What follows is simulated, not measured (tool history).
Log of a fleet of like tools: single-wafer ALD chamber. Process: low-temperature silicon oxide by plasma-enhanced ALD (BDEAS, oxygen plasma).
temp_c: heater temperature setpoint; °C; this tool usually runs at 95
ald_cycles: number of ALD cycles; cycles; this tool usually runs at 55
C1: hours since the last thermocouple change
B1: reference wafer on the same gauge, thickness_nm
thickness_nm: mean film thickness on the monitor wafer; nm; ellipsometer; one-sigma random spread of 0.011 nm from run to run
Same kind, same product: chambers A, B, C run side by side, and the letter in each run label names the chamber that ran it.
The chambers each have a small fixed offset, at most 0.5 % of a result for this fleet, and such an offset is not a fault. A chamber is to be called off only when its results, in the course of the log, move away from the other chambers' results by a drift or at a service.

{"run": "1B", "hour": 8.3, "temp_c": 95, "ald_cycles": 55, "C1": 517.3, "B1": 7.0134, "thickness_nm": 7.9902}
{"run": "2C", "hour": 14.9, "temp_c": 95, "ald_cycles": 55, "C1": 43, "B1": 7.0102, "thickness_nm": 7.977}
{"run": "3A", "hour": 27.1, "temp_c": 95, "ald_cycles": 55, "C1": 1522.6, "B1": 7.0138, "thickness_nm": 8.0458}
{"run": "4B", "hour": 36.7, "temp_c": 95, "ald_cycles": 55, "C1": 545.7, "B1": 7.0144, "thickness_nm": 8.0044}
{"run": "5A", "hour": 45.5, "temp_c": 95, "ald_cycles": 55, "C1": 1541, "B1": 7.0134, "thickness_nm": 8.0625}
{"run": "6C", "hour": 55.9, "temp_c": 95, "ald_cycles": 55, "C1": 84, "B1": 7.0169, "thickness_nm": 7.9588}
{"run": "7A", "hour": 62.9, "temp_c": 81, "ald_cycles": 61, "C1": 1558.4, "B1": 7.0185, "thickness_nm": 9.3466}
{"run": "8B", "hour": 76.1, "temp_c": 81, "ald_cycles": 61, "C1": 585.1, "B1": 7.0196, "thickness_nm": 9.3421}
{"run": "9C", "hour": 87.1, "temp_c": 81, "ald_cycles": 61, "C1": 115.2, "B1": 7.0187, "thickness_nm": 9.3073}
{"run": "10A", "hour": 96.1, "temp_c": 95, "ald_cycles": 55, "C1": 1591.6, "B1": 7.0192, "thickness_nm": 8.0377}
{"run": "11C", "hour": 103.5, "temp_c": 95, "ald_cycles": 55, "C1": 131.6, "B1": 7.0233, "thickness_nm": 7.9803}
{"run": "12B", "hour": 112.7, "temp_c": 95, "ald_cycles": 55, "C1": 621.7, "B1": 7.0211, "thickness_nm": 8.0047}
{"run": "13A", "hour": 121.6, "temp_c": 95, "ald_cycles": 55, "C1": 1617.1, "B1": 7.0272, "thickness_nm": 8.0515}
{"run": "14B", "hour": 127.6, "temp_c": 95, "ald_cycles": 55, "C1": 636.6, "B1": 7.024, "thickness_nm": 8.024}
{"run": "15C", "hour": 139.3, "temp_c": 95, "ald_cycles": 55, "C1": 167.4, "B1": 7.025, "thickness_nm": 7.9823}
{"run": "16C", "hour": 151.2, "temp_c": 95, "ald_cycles": 55, "C1": 179.3, "B1": 7.0265, "thickness_nm": 7.9854}
{"run": "17B", "hour": 162.4, "temp_c": 95, "ald_cycles": 55, "C1": 671.4, "B1": 7.0324, "thickness_nm": 8.0264}
{"run": "18A", "hour": 170.5, "temp_c": 95, "ald_cycles": 55, "C1": 1666, "B1": 7.0336, "thickness_nm": 8.0299}
{"run": "19B", "hour": 178.9, "temp_c": 95, "ald_cycles": 55, "C1": 687.9, "B1": 7.0319, "thickness_nm": 8.0217}
{"run": "20C", "hour": 188.1, "temp_c": 95, "ald_cycles": 55, "C1": 216.2, "B1": 7.0318, "thickness_nm": 7.9795}
{"run": "21A", "hour": 198.5, "temp_c": 95, "ald_cycles": 55, "C1": 1694, "B1": 7.0316, "thickness_nm": 8.0501}
{"run": "22B", "hour": 206.6, "temp_c": 95, "ald_cycles": 55, "C1": 715.6, "B1": 7.0318, "thickness_nm": 8.0336}
{"run": "23C", "hour": 218.4, "temp_c": 95, "ald_cycles": 55, "C1": 246.5, "B1": 7.0366, "thickness_nm": 8.0072}
{"run": "24A", "hour": 230.3, "temp_c": 95, "ald_cycles": 55, "C1": 1725.8, "B1": 7.035, "thickness_nm": 8.0709}
{"run": "25B", "hour": 237.5, "temp_c": 95, "ald_cycles": 55, "C1": 746.5, "B1": 7.0374, "thickness_nm": 8.0302}
{"run": "26A", "hour": 245.4, "temp_c": 95, "ald_cycles": 55, "C1": 1740.9, "B1": 7.0383, "thickness_nm": 8.0565}
{"run": "27C", "hour": 254.2, "temp_c": 95, "ald_cycles": 55, "C1": 282.3, "B1": 7.0391, "thickness_nm": 7.9985}
{"run": "28B", "hour": 260.8, "temp_c": 95, "ald_cycles": 55, "C1": 769.8, "B1": 7.0423, "thickness_nm": 8.0288}
{"run": "29C", "hour": 266.7, "temp_c": 95, "ald_cycles": 55, "C1": 294.8, "B1": 7.0433, "thickness_nm": 8.0138}
{"run": "30A", "hour": 279.6, "temp_c": 95, "ald_cycles": 55, "C1": 1775.1, "B1": 7.0413, "thickness_nm": 8.073}
{"run": "31A", "hour": 289.5, "temp_c": 95, "ald_cycles": 55, "C1": 1785, "B1": 7.0421, "thickness_nm": 8.0827}
{"run": "32B", "hour": 296.9, "temp_c": 100, "ald_cycles": 45, "C1": 805.9, "B1": 7.0465, "thickness_nm": 6.4603}
{"run": "33C", "hour": 309.1, "temp_c": 100, "ald_cycles": 45, "C1": 337.2, "B1": 7.0478, "thickness_nm": 6.4323}
{"run": "34B", "hour": 315.0, "temp_c": 100, "ald_cycles": 45, "C1": 824, "B1": 7.0455, "thickness_nm": 6.4598}
{"run": "35A", "hour": 323.3, "temp_c": 95, "ald_cycles": 55, "C1": 1818.8, "B1": 7.0476, "thickness_nm": 8.0757}
{"run": "36C", "hour": 332.5, "temp_c": 95, "ald_cycles": 55, "C1": 360.6, "B1": 7.0457, "thickness_nm": 8.0319}
{"run": "37A", "hour": 342.1, "temp_c": 105, "ald_cycles": 65, "C1": 1837.6, "B1": 7.0509, "thickness_nm": 9.2883}

Read the log: is a single chamber off, either drifting away or since a service, is the gauge that measures every chamber drifting, or is nothing wrong beyond small per-chamber offsets? Name any odd chamber and what most likely caused it.

It is the gauge, not a chamber: its drift shows up in every chamber's results at once, and no chamber is off.
What lies behind it: gauge reads high (%) = 0.58.
